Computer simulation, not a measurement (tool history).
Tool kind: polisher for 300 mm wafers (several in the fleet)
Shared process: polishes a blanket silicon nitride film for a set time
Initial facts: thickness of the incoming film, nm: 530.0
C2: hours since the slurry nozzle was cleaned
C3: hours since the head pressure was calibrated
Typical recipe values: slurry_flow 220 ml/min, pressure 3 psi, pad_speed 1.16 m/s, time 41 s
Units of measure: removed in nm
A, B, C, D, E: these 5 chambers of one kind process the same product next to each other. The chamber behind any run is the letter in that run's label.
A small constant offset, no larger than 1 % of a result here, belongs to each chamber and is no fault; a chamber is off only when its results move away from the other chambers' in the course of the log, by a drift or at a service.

{"run": "1C", "day": 0.35, "slurry_flow": 220, "pressure": 3, "pad_speed": 1.16, "time": 41, "wafers polished on this pad": 208, "C2": 121.2, "C3": 284.2, "removed": 82.202}
{"run": "2D", "day": 0.812, "slurry_flow": 220, "pressure": 3, "pad_speed": 1.16, "time": 41, "wafers polished on this pad": 583, "C2": 81.3, "C3": 534.9, "removed": 80.817}
{"run": "3B", "day": 1.392, "slurry_flow": 220, "pressure": 3, "pad_speed": 1.16, "time": 41, "wafers polished on this pad": 1086, "C2": 143, "C3": 871.9, "removed": 82.517}
{"day": 1.542, "done": "chamber A: worn pad replaced by a new one"}
{"run": "4A", "day": 1.854, "slurry_flow": 220, "pressure": 3, "pad_speed": 1.16, "time": 41, "wafers polished on this pad": 66, "C2": 98, "C3": 122.7, "removed": 80.579}
{"day": 2.412, "done": "chamber B: worn pad replaced by a new one"}
{"run": "5E", "day": 2.421, "slurry_flow": 220, "pressure": 3, "pad_speed": 1.16, "time": 41, "wafers polished on this pad": 1046, "C2": 72.6, "C3": 115.1, "removed": 82.002}
{"run": "6A", "day": 2.879, "slurry_flow": 220, "pressure": 3, "pad_speed": 1.16, "time": 41, "wafers polished on this pad": 282, "C2": 122.6, "C3": 147.3, "removed": 79.628}
{"run": "7E", "day": 3.404, "slurry_flow": 220, "pressure": 3, "pad_speed": 1.16, "time": 41, "wafers polished on this pad": 1254, "C2": 96.2, "C3": 138.7, "removed": 81.148}
{"day": 3.642, "done": "chamber E: worn pad replaced by a new one"}
{"run": "8D", "day": 3.721, "slurry_flow": 220, "pressure": 3, "pad_speed": 1.16, "time": 41, "wafers polished on this pad": 1196, "C2": 151.1, "C3": 604.7, "removed": 80.085}
{"run": "9B", "day": 4.133, "slurry_flow": 220, "pressure": 3, "pad_speed": 1.16, "time": 41, "wafers polished on this pad": 363, "C2": 208.8, "C3": 937.7, "removed": 81.274}
{"day": 4.258, "done": "chamber C: worn pad replaced by a new one"}
{"day": 4.562, "done": "chamber C: slurry nozzle cleaned"}
{"run": "10C", "day": 4.562, "slurry_flow": 220, "pressure": 3, "pad_speed": 1.16, "time": 41, "wafers polished on this pad": 64, "C2": 0, "C3": 385.3, "removed": 81.284}
{"run": "11D", "day": 4.833, "slurry_flow": 220, "pressure": 3, "pad_speed": 1.16, "time": 41, "wafers polished on this pad": 1431, "C2": 177.8, "C3": 631.4, "removed": 79.955}
{"run": "12A", "day": 5.167, "slurry_flow": 220, "pressure": 3, "pad_speed": 1.16, "time": 41, "wafers polished on this pad": 765, "C2": 177.5, "C3": 202.2, "removed": 80.223}
{"run": "13B", "day": 5.692, "slurry_flow": 220, "pressure": 3, "pad_speed": 1.16, "time": 41, "wafers polished on this pad": 691, "C2": 246.2, "C3": 975.1, "removed": 81.159}
{"run": "14C", "day": 6.088, "slurry_flow": 220, "pressure": 3, "pad_speed": 1.16, "time": 41, "wafers polished on this pad": 386, "C2": 36.6, "C3": 421.9, "removed": 81.431}
{"run": "15E", "day": 6.475, "slurry_flow": 220, "pressure": 3, "pad_speed": 1.16, "time": 41, "wafers polished on this pad": 598, "C2": 169.9, "C3": 212.4, "removed": 81.253}
{"run": "16C", "day": 6.821, "slurry_flow": 220, "pressure": 3, "pad_speed": 1.16, "time": 41, "wafers polished on this pad": 540, "C2": 54.2, "C3": 439.5, "removed": 80.544}
{"day": 7.229, "done": "chamber B: worn pad replaced by a new one"}
{"run": "17E", "day": 7.283, "slurry_flow": 220, "pressure": 3, "pad_speed": 1.16, "time": 41, "wafers polished on this pad": 768, "C2": 189.3, "C3": 231.8, "removed": 82.368}
{"day": 7.533, "done": "chamber B: head pressure recalibrated"}
{"run": "18B", "day": 7.771, "slurry_flow": 220, "pressure": 3, "pad_speed": 1.16, "time": 41, "wafers polished on this pad": 114, "C2": 296.1, "C3": 5.7, "removed": 80.31}
{"day": 8.129, "done": "chamber A: worn pad replaced by a new one"}
{"run": "19A", "day": 8.217, "slurry_flow": 165, "pressure": 3, "pad_speed": 1.16, "time": 41, "wafers polished on this pad": 18, "C2": 250.7, "C3": 275.4, "removed": 77.819}
{"run": "20D", "day": 8.704, "slurry_flow": 165, "pressure": 3, "pad_speed": 1.16, "time": 41, "wafers polished on this pad": 2248, "C2": 270.7, "C3": 724.3, "removed": 72.463}
{"day": 9.192, "done": "chamber B: slurry nozzle cleaned"}
{"run": "21C", "day": 9.3, "slurry_flow": 165, "pressure": 3, "pad_speed": 1.16, "time": 41, "wafers polished on this pad": 1063, "C2": 113.7, "C3": 499, "removed": 77.683}
{"day": 9.392, "done": "chamber C: worn pad replaced by a new one"}
{"run": "22A", "day": 9.646, "slurry_flow": 165, "pressure": 3, "pad_speed": 1.16, "time": 41, "wafers polished on this pad": 320, "C2": 285, "C3": 309.7, "removed": 77.117}
{"day": 9.954, "done": "chamber E: worn pad replaced by a new one"}
{"run": "23E", "day": 10.142, "slurry_flow": 165, "pressure": 3, "pad_speed": 1.16, "time": 41, "wafers polished on this pad": 40, "C2": 257.9, "C3": 300.4, "removed": 77.623}
{"run": "24D", "day": 10.633, "slurry_flow": 220, "pressure": 3, "pad_speed": 1.16, "time": 41, "wafers polished on this pad": 2655, "C2": 317, "C3": 770.6, "removed": 77.95}
{"run": "25B", "day": 11.212, "slurry_flow": 220, "pressure": 3, "pad_speed": 1.16, "time": 41, "wafers polished on this pad": 840, "C2": 48.5, "C3": 88.3, "removed": 79.649}
{"run": "26D", "day": 11.617, "slurry_flow": 220, "pressure": 3, "pad_speed": 1.16, "time": 41, "wafers polished on this pad": 2862, "C2": 340.6, "C3": 794.2, "removed": 75.582}
{"run": "27B", "day": 11.888, "slurry_flow": 220, "pressure": 3, "pad_speed": 1.16, "time": 41, "wafers polished on this pad": 983, "C2": 64.7, "C3": 104.5, "removed": 80.831}
{"day": 12.142, "done": "chamber B: worn pad replaced by a new one"}
{"run": "28A", "day": 12.254, "slurry_flow": 220, "pressure": 3.6, "pad_speed": 1.16, "time": 50, "wafers polished on this pad": 870, "C2": 347.6, "C3": 372.3, "removed": 116.39}
{"run": "29E", "day": 12.725, "slurry_flow": 220, "pressure": 3.6, "pad_speed": 1.16, "time": 50, "wafers polished on this pad": 585, "C2": 319.9, "C3": 362.4, "removed": 120.25}
{"run": "30C", "day": 13.225, "slurry_flow": 220, "pressure": 3.6, "pad_speed": 1.16, "time": 50, "wafers polished on this pad": 809, "C2": 207.9, "C3": 593.2, "removed": 118.45}
{"run": "31B", "day": 13.7, "slurry_flow": 220, "pressure": 3.6, "pad_speed": 1.16, "time": 50, "wafers polished on this pad": 328, "C2": 108.2, "C3": 148, "removed": 117.37}
{"run": "32A", "day": 14.238, "slurry_flow": 220, "pressure": 3.6, "pad_speed": 1.16, "time": 50, "wafers polished on this pad": 1288, "C2": 395.2, "C3": 419.9, "removed": 118}
{"day": 14.296, "done": "chamber C: slurry nozzle cleaned"}
{"run": "33E", "day": 14.821, "slurry_flow": 220, "pressure": 3, "pad_speed": 1.16, "time": 41, "wafers polished on this pad": 1027, "C2": 370.2, "C3": 412.7, "removed": 80.526}
{"day": 15.125, "done": "chamber A: worn pad replaced by a new one"}
{"run": "34D", "day": 15.333, "slurry_flow": 220, "pressure": 3, "pad_speed": 1.16, "time": 41, "wafers polished on this pad": 3646, "C2": 429.8, "C3": 883.4, "removed": 73.43}
{"day": 15.517, "done": "chamber C: worn pad replaced by a new one"}
{"day": 15.683, "done": "chamber E: worn pad replaced by a new one"}
{"run": "35C", "day": 15.862, "slurry_flow": 220, "pressure": 2.6, "pad_speed": 1.16, "time": 41, "wafers polished on this pad": 73, "C2": 37.6, "C3": 656.5, "removed": 70.397}
{"run": "36A", "day": 16.367, "slurry_flow": 220, "pressure": 2.6, "pad_speed": 1.16, "time": 41, "wafers polished on this pad": 262, "C2": 446.3, "C3": 471, "removed": 69.99}
{"run": "37C", "day": 16.933, "slurry_flow": 220, "pressure": 2.6, "pad_speed": 1.16, "time": 41, "wafers polished on this pad": 299, "C2": 63.3, "C3": 682.2, "removed": 70.813}
{"run": "38B", "day": 17.525, "slurry_flow": 220, "pressure": 2.6, "pad_speed": 1.16, "time": 41, "wafers polished on this pad": 1135, "C2": 200, "C3": 239.8, "removed": 70.55}
{"run": "39D", "day": 18.075, "slurry_flow": 220, "pressure": 2.6, "pad_speed": 1.16, "time": 41, "wafers polished on this pad": 4224, "C2": 495.6, "C3": 949.2, "removed": 62.207}
{"run": "40E", "day": 18.562, "slurry_flow": 220, "pressure": 3, "pad_speed": 1.16, "time": 29, "wafers polished on this pad": 607, "C2": 460, "C3": 502.5, "removed": 56.322}
{"run": "41D", "day": 19.133, "slurry_flow": 220, "pressure": 3, "pad_speed": 1.16, "time": 29, "wafers polished on this pad": 4448, "C2": 521, "C3": 974.6, "removed": 50.761}

One chamber off, gauge drift, or nothing amiss beyond the chambers' own small offsets? If it is a chamber, which one, and what is the likeliest cause?

Chamber D drifts away from the others.
Most likely cause: removal rate lost through wear of the pad, % = 10.4.
The log may not separate it from: head's pressure below its setpoint, %.

Chamber D could run next with any of the 4 candidate recipes listed below; each alters the usual settings, and their results appear as question marks. Which one brings its results back in line with what the other chambers deliver on the usual settings?
In-line tolerance around the mean of the other chambers on the usual settings: removed 2.6 nm
{"run": "42D-1", "day": 19.558, "slurry_flow": 215, "pressure": 3, "pad_speed": 1.16, "time": 36, "removed": "?"}
{"run": "42D-2", "day": 19.558, "slurry_flow": 220, "pressure": 3, "pad_speed": 1.22, "time": 44, "removed": "?"}
{"run": "42D-3", "day": 19.558, "slurry_flow": 220, "pressure": 2.9, "pad_speed": 1.16, "time": 40, "removed": "?"}
{"run": "42D-4", "day": 19.558, "slurry_flow": 220, "pressure": 3.2, "pad_speed": 1.16, "time": 41, "removed": "?"}

Other chambers, usual settings, mean: removed 81.057 nm
run=42D-1 removed=62.997
run=42D-2 removed=80.423
run=42D-3 removed=67.827
run=42D-4 removed=76.8
The answer is 42D-2, which returns the chamber to within the allowed miss of the others.

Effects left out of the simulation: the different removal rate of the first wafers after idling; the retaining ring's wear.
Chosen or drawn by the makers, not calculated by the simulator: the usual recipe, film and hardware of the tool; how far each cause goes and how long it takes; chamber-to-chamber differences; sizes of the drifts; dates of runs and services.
